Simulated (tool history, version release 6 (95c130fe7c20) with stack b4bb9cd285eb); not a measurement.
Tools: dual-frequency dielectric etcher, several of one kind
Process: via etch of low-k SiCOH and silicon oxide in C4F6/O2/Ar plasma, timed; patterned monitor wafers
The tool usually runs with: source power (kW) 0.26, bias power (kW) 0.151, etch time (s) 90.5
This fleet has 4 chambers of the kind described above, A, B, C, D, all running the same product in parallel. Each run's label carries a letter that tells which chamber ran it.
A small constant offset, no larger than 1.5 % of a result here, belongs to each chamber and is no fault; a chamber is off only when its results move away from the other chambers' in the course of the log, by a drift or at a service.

| run | hour | source power (kW) | bias power (kW) | etch time (s) | hours since the last wet clean | hours since the last source power generator calibration | hours since the last bias power generator calibration | read-back reference wafer on the same gauge, depth_nm | mean etch depth across the wafer (angstrom) |
|---|---|---|---|---|---|---|---|---|---|
| 1A | 7 | 0.26 | 0.151 | 90.5 | 374.9 | 2523.4 | 4946 | 233.96 | 2014.8 |
| 2C | 11.9 | 0.26 | 0.151 | 90.5 | 85.9 | 3511.6 | 1260.6 | 233.9 | 1999.8 |
|  | 12.6 | chamber B: wet clean of the chamber |
| 3D | 18.9 | 0.26 | 0.151 | 90.5 | 438.8 | 4119.5 | 3177.6 | 233.84 | 1995.4 |
| 4B | 23 | 0.26 | 0.151 | 90.5 | 10.5 | 702.2 | 855.9 | 233.82 | 2028 |
| 5B | 29.7 | 0.26 | 0.151 | 90.5 | 17.2 | 708.9 | 862.6 | 233.76 | 2034.6 |
| 6A | 33.1 | 0.26 | 0.151 | 90.5 | 401 | 2549.5 | 4972.1 | 233.79 | 2024.4 |
| 7C | 39.8 | 0.26 | 0.151 | 90.5 | 113.8 | 3539.5 | 1288.5 | 233.5 | 1993.2 |
| 8D | 43.4 | 0.26 | 0.151 | 90.5 | 463.3 | 4144 | 3202.1 | 233.58 | 2007.3 |
| 9B | 50.1 | 0.26 | 0.151 | 90.5 | 37.6 | 729.3 | 883 | 233.53 | 2029.2 |
| 10D | 56.6 | 0.26 | 0.151 | 90.5 | 476.5 | 4157.2 | 3215.3 | 233.5 | 1997.4 |
| 11C | 61.7 | 0.26 | 0.151 | 90.5 | 135.7 | 3561.4 | 1310.4 | 233.48 | 1997.4 |
| 12A | 68 | 0.26 | 0.151 | 90.5 | 435.9 | 2584.4 | 5007 | 233.39 | 2006.3 |
| 13C | 73 | 0.3 | 0.151 | 90.5 | 147 | 3572.7 | 1321.7 | 233.39 | 2104.6 |
| 14B | 80.1 | 0.3 | 0.151 | 90.5 | 67.6 | 759.3 | 913 | 233.38 | 2151.3 |
| 15D | 86.9 | 0.3 | 0.151 | 90.5 | 506.8 | 4187.5 | 3245.6 | 233.22 | 2113.2 |
| 16A | 91.4 | 0.3 | 0.151 | 90.5 | 459.3 | 2607.8 | 5030.4 | 233.14 | 2135.7 |
|  | 94.3 | chamber A: bias power generator calibrated |
| 17A | 96.1 | 0.26 | 0.184 | 115 | 464 | 2612.5 | 1.9 | 233.11 | 2723 |
| 18C | 100.9 | 0.26 | 0.184 | 115 | 174.9 | 3600.6 | 1349.6 | 233.14 | 2701.1 |
|  | 103.9 | chamber D: bias power generator calibrated |
| 19B | 104.2 | 0.26 | 0.184 | 115 | 91.7 | 783.4 | 937.1 | 233.05 | 2745.5 |
| 20D | 108.8 | 0.26 | 0.184 | 115 | 528.7 | 4209.4 | 5 | 233.04 | 2701.6 |
| 21A | 112.9 | 0.26 | 0.151 | 90.5 | 480.8 | 2629.3 | 18.7 | 233 | 2016.8 |
| 22D | 117.9 | 0.26 | 0.151 | 90.5 | 537.8 | 4218.5 | 14.1 | 232.94 | 1996.1 |
| 23B | 123 | 0.26 | 0.151 | 90.5 | 110.5 | 802.2 | 955.9 | 232.89 | 2024.7 |
| 24C | 127.8 | 0.26 | 0.151 | 66 | 201.8 | 3627.5 | 1376.5 | 232.86 | 1451.8 |
| 25C | 132.4 | 0.26 | 0.151 | 66 | 206.4 | 3632.1 | 1381.1 | 232.82 | 1449 |
| 26B | 138.8 | 0.26 | 0.151 | 66 | 126.3 | 818 | 971.7 | 232.78 | 1477.5 |
| 27D | 144.4 | 0.26 | 0.151 | 66 | 564.3 | 4245 | 40.6 | 232.78 | 1448.6 |
| 28A | 150 | 0.26 | 0.151 | 90.5 | 517.9 | 2666.4 | 55.8 | 232.64 | 2011.7 |
| 29B | 156.8 | 0.26 | 0.151 | 90.5 | 144.3 | 836 | 989.7 | 232.71 | 2024.6 |
| 30C | 163.8 | 0.26 | 0.151 | 90.5 | 237.8 | 3663.5 | 1412.5 | 232.57 | 1981.6 |
|  | 164 | chamber A: wet clean of the chamber |
| 31D | 169.9 | 0.26 | 0.151 | 90.5 | 589.8 | 4270.5 | 66.1 | 232.45 | 1988 |
| 32A | 175.8 | 0.26 | 0.151 | 90.5 | 11.9 | 2692.2 | 81.6 | 232.46 | 2009.3 |

Has any chamber moved away from the others, gradually or after a service, or does the common gauge drift, or do the chambers differ only by their own small steady offsets? State the chamber and the most likely cause if one applies.

The gauge drifts, so all chambers seem to drift together. No chamber is off.
Cause: gauge reads low (%) = 0.7.
